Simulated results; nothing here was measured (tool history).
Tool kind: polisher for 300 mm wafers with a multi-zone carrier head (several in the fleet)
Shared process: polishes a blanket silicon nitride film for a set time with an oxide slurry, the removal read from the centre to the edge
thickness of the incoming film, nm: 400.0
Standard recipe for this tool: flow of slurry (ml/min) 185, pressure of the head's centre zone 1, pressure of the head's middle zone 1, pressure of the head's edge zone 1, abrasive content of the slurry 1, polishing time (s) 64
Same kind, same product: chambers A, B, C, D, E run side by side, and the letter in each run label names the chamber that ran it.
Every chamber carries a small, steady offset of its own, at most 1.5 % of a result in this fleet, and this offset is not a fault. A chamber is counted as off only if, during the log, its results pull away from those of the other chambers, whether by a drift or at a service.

| run | hour | flow of slurry (ml/min) | pressure of the head's centre zone | pressure of the head's middle zone | pressure of the head's edge zone | abrasive content of the slurry | polishing time (s) | film removed at the wafer's centre (Å) | film removed at mid-radius (Å) | film removed at the wafer's edge (Å) |
|---|---|---|---|---|---|---|---|---|---|---|
|  | 13 | chamber B: worn pad replaced by a new one |
| 1C | 13.5 | 185 | 1 | 1 | 1 | 1 | 64 | 390.94 | 388.22 | 390.81 |
|  | 24 | chamber E: slurry nozzle cleaned |
| 2D | 26.5 | 185 | 1 | 1 | 1 | 1 | 64 | 384.59 | 392.99 | 390.63 |
|  | 27.1 | chamber C: worn pad replaced by a new one |
|  | 32.4 | chamber B: centre zone pressure recalibrated |
| 3A | 41.4 | 185 | 1 | 1 | 1 | 1 | 64 | 398.28 | 392.83 | 387.05 |
|  | 48.7 | chamber C: centre zone pressure recalibrated |
| 4E | 49.6 | 185 | 1 | 1 | 1 | 1 | 64 | 398.89 | 385.81 | 391.37 |
|  | 53.7 | chamber E: worn pad replaced by a new one |
| 5B | 62.8 | 185 | 1 | 1 | 1 | 1 | 64 | 393.62 | 394.25 | 394.54 |
| 6E | 75 | 185 | 1 | 1 | 1 | 1 | 64 | 393.94 | 397.37 | 386.25 |
|  | 81.7 | chamber D: worn pad replaced by a new one |
| 7B | 85 | 165 | 1 | 0.96 | 1 | 1 | 64 | 382.43 | 369.93 | 386.18 |
| 8C | 95.1 | 165 | 1 | 0.96 | 1 | 1 | 64 | 381.5 | 371.05 | 384.41 |
|  | 97.9 | chamber B: worn pad replaced by a new one |
| 9D | 102.9 | 165 | 1 | 0.96 | 1 | 1 | 64 | 383.42 | 365.84 | 389.13 |
|  | 105.8 | chamber C: worn pad replaced by a new one |
| 10A | 115.9 | 165 | 1 | 0.96 | 1 | 1 | 64 | 393.96 | 365.42 | 386.23 |
|  | 119.5 | chamber A: worn pad replaced by a new one |
| 11D | 130.8 | 165 | 1 | 0.96 | 1 | 1 | 64 | 383.8 | 370.1 | 384.7 |
| 12E | 145.8 | 185 | 1 | 1 | 1 | 1 | 64 | 391.13 | 389.42 | 386.16 |
| 13A | 156.4 | 185 | 1 | 1 | 1 | 1 | 64 | 394.37 | 389.22 | 393.66 |
|  | 166.2 | chamber A: edge zone pressure recalibrated |
|  | 166.7 | chamber E: worn pad replaced by a new one |
| 14C | 167.9 | 235 | 1 | 1 | 0.9 | 1 | 64 | 403.39 | 402.33 | 380.56 |
|  | 168.3 | chamber D: worn pad replaced by a new one |
|  | 178.2 | chamber B: worn pad replaced by a new one |
| 15B | 179.7 | 235 | 1 | 1 | 0.9 | 1 | 64 | 404.09 | 406.08 | 375.91 |
|  | 185.8 | chamber C: worn pad replaced by a new one |
|  | 189.5 | chamber D: centre zone pressure recalibrated |
| 16C | 192 | 235 | 1 | 1 | 0.9 | 1 | 64 | 403.02 | 393.38 | 377.11 |
| 17A | 201.6 | 235 | 1 | 1 | 0.9 | 1 | 64 | 406.66 | 399.89 | 375.65 |
| 18B | 215.9 | 235 | 1 | 1 | 0.9 | 1 | 64 | 405.16 | 409.29 | 379.65 |
|  | 222.4 | chamber A: slurry nozzle cleaned |
| 19E | 226.6 | 185 | 1 | 0.91 | 1 | 1 | 64 | 392.05 | 355.43 | 385.68 |
|  | 226.7 | chamber C: edge zone pressure recalibrated |
|  | 227.3 | chamber A: worn pad replaced by a new one |
| 20D | 239.8 | 185 | 1 | 0.91 | 1 | 1 | 64 | 380.07 | 355.28 | 386.18 |
| 21A | 250.3 | 185 | 1 | 0.91 | 1 | 1 | 64 | 393.03 | 358.35 | 392.48 |
|  | 258.5 | chamber B: worn pad replaced by a new one |
| 22E | 262.9 | 185 | 1 | 0.91 | 1 | 1 | 64 | 393.58 | 362.19 | 387.02 |
|  | 265.1 | chamber D: worn pad replaced by a new one |
|  | 273.1 | chamber C: worn pad replaced by a new one |
|  | 275.8 | chamber E: worn pad replaced by a new one |
| 23B | 279.2 | 185 | 1 | 0.91 | 1 | 1 | 64 | 388.31 | 361.91 | 388.68 |
|  | 288.4 | chamber D: edge zone pressure recalibrated |
| 24C | 289.9 | 185 | 1 | 1 | 1 | 1 | 64 | 386.37 | 383.3 | 395.53 |
|  | 302.3 | chamber C: slurry nozzle cleaned |
| 25D | 304.7 | 185 | 1 | 1 | 1 | 1 | 64 | 372.16 | 381.93 | 383.31 |
| 26C | 317.5 | 185 | 1 | 1 | 1 | 1 | 64 | 392.63 | 388.72 | 393.05 |
| 27E | 329.1 | 185 | 1 | 1 | 1 | 1 | 64 | 386.16 | 390.79 | 385.62 |
|  | 335.4 | chamber B: worn pad replaced by a new one |
| 28A | 340.7 | 185 | 1 | 1 | 1 | 1 | 64 | 398.21 | 395.22 | 394.83 |
|  | 344.9 | chamber B: edge zone pressure recalibrated |
|  | 351.6 | chamber E: edge zone pressure recalibrated |
| 29B | 354.5 | 185 | 1 | 1 | 1 | 1 | 64 | 387.85 | 396.19 | 391.5 |
|  | 354.7 | chamber A: worn pad replaced by a new one |
|  | 361.1 | chamber D: worn pad replaced by a new one |
|  | 366.1 | chamber C: worn pad replaced by a new one |
|  | 366.4 | chamber B: centre zone pressure recalibrated |
| 30D | 369.1 | 185 | 1 | 1 | 1 | 1 | 64 | 363.58 | 375.14 | 375.34 |
|  | 376.5 | chamber E: worn pad replaced by a new one |
| 31A | 379.1 | 185 | 1 | 1 | 1 | 1.15 | 64 | 417.59 | 417.85 | 415.27 |
| 32C | 395.1 | 185 | 1 | 1 | 1 | 1.15 | 64 | 415.54 | 413.22 | 418.38 |
| 33E | 403.5 | 185 | 1 | 1 | 1 | 1.15 | 64 | 415.57 | 416.37 | 409.53 |
| 34B | 411.4 | 185 | 1 | 1 | 1 | 1.15 | 64 | 411.79 | 416.13 | 410.64 |
|  | 417 | chamber B: worn pad replaced by a new one |
| 35D | 422.8 | 185 | 1 | 1 | 1 | 1.15 | 64 | 379.93 | 394.26 | 397.06 |
| 36D | 433.4 | 185 | 1 | 1 | 1 | 1 | 64 | 361.72 | 364.96 | 374.42 |
| 37B | 445.4 | 185 | 1 | 1 | 1 | 1 | 64 | 391.51 | 394.14 | 392.41 |

For the next run the whole fleet of 5 chambers uses the same settings. Give each chamber's results:
| 38A | 457.4 | 185 | 1 | 1.09 | 1 | 1 | 64 | ? | ? | ? |
| 38B | 457.4 | 185 | 1 | 1.09 | 1 | 1 | 64 | ? | ? | ? |
| 38C | 457.4 | 185 | 1 | 1.09 | 1 | 1 | 64 | ? | ? | ? |
| 38D | 457.4 | 185 | 1 | 1.09 | 1 | 1 | 64 | ? | ? | ? |
| 38E | 457.4 | 185 | 1 | 1.09 | 1 | 1 | 64 | ? | ? | ? |

| run | film removed at the wafer's centre (Å) | film removed at mid-radius (Å) | film removed at the wafer's edge (Å) |
|---|---|---|---|
| 38A | 398.74 | 425.71 | 389.86 |
| 38B | 391.95 | 422.74 | 392.16 |
| 38C | 391.89 | 420.77 | 389.75 |
| 38D | 353.51 | 395.62 | 368.79 |
| 38E | 391.59 | 427.1 | 385.91 |

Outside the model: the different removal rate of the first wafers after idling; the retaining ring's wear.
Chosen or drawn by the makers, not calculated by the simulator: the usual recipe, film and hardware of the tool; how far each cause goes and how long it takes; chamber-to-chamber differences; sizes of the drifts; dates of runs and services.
